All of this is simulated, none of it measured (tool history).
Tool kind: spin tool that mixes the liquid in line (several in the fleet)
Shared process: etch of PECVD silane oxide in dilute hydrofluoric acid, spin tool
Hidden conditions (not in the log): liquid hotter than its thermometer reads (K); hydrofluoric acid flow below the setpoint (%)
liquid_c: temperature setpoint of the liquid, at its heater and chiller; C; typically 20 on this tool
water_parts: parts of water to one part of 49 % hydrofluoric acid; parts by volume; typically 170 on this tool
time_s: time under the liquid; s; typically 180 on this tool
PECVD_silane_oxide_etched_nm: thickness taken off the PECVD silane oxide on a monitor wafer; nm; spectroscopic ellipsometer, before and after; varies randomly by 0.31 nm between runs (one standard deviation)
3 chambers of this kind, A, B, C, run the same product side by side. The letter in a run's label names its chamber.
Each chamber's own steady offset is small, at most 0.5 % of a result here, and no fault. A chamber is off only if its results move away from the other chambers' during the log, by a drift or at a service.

run,hour,liquid_c,water_parts,time_s,hours since the thermometer was replaced,hours since the hydrofluoric acid flow meter was replaced,"read-back film thickness of the PECVD silane oxide reference wafer, read on the same gauge (nm)",PECVD_silane_oxide_etched_nm
1A,10.3,20,170,180,512.7,747.3,79.956,32.168
2C,19.7,20,170,180,770.6,28.3,79.998,32.817
3B,30.9,20,170,180,334.3,1778,79.953,32.537
4A,38.7,20,170,180,541.1,775.7,79.99,32.313
5B,49.9,20,170,180,353.3,1797,80.019,32.799
# hour 56.3: chamber B: hydrofluoric acid flow meter replaced
6C,58,20,170,180,808.9,66.6,79.97,32.93
7B,71,20,170,180,374.4,14.8,80.016,32.418
8C,83.7,18.5,235,180,834.6,92.3,79.991,20.989
9A,93.9,18.5,235,180,596.3,830.9,79.983,20.486
10C,107.7,18.5,235,180,858.6,116.3,80.045,21.28
11A,114.9,20,170,180,617.3,851.9,79.987,32.348
12B,129,20,170,180,432.4,72.8,80.018,32.701
13C,138.3,20,170,180,889.2,146.9,79.987,33.195
14A,146.3,20,170,180,648.7,883.3,79.997,32.953
15B,161.6,17,170,90,465,105.4,80.004,14.71
16B,175.6,17,170,90,479,119.4,80.02,14.415
17A,190.2,17,170,90,692.6,927.2,79.979,14.276
18C,201,20,170,180,951.9,209.6,80.021,34.342
19C,207.7,20,170,180,958.6,216.3,80.003,34.705
20B,220.7,20,170,180,524.1,164.5,79.986,31.97
21A,230.1,20,255,220,732.5,967.1,80.02,24.481
22A,238.7,20,255,220,741.1,975.7,79.999,23.806
23C,246.5,20,255,220,997.4,255.1,79.995,25.752
24B,258.1,20,170,180,561.5,201.9,79.92,32.751
25B,269,20,170,180,572.4,212.8,79.995,32.702
26A,277.5,20,170,180,779.9,1014.5,80.078,31.842
27C,285.5,20,170,180,1036.4,294.1,79.979,34.43
28B,295.7,20,170,180,599.1,239.5,79.965,32.314
29C,306.3,20,170,180,1057.2,314.9,80.015,34.226
# hour 307.3: chamber A: thermometer replaced
30A,314.2,20,170,180,7,1051.2,79.981,32.683
31A,324.2,20,170,180,17,1061.2,80.02,32.794
32B,338.6,20,200,220,642,282.4,80.036,32.809
33C,349,20,200,220,1099.9,357.6,79.985,35.256
34B,360.1,20,200,220,663.5,303.9,80.046,33.184
35A,368.5,20,170,180,61.3,1105.5,80.011,32.179
36C,383.4,20,170,180,1134.3,392,79.988,35.178
37A,394.9,20,170,275,87.7,1131.9,80.019,49.481
38B,407.3,20,170,275,710.7,351.1,80.01,50.344
39C,416.4,20,170,275,1167.3,425,80.014,54.886
40A,430.6,20,170,180,123.4,1167.6,79.981,32.08
41C,445.1,20,170,180,1196,453.7,80.042,35.924

For the next run the whole fleet of 3 chambers uses the same settings. Give each chamber's results:
42A,456.1,20,95,180,,,,?
42B,456.1,20,95,180,,,,?
42C,456.1,20,95,180,,,,?

run,PECVD_silane_oxide_etched_nm
42A,62.808
42B,64.17
42C,69.569
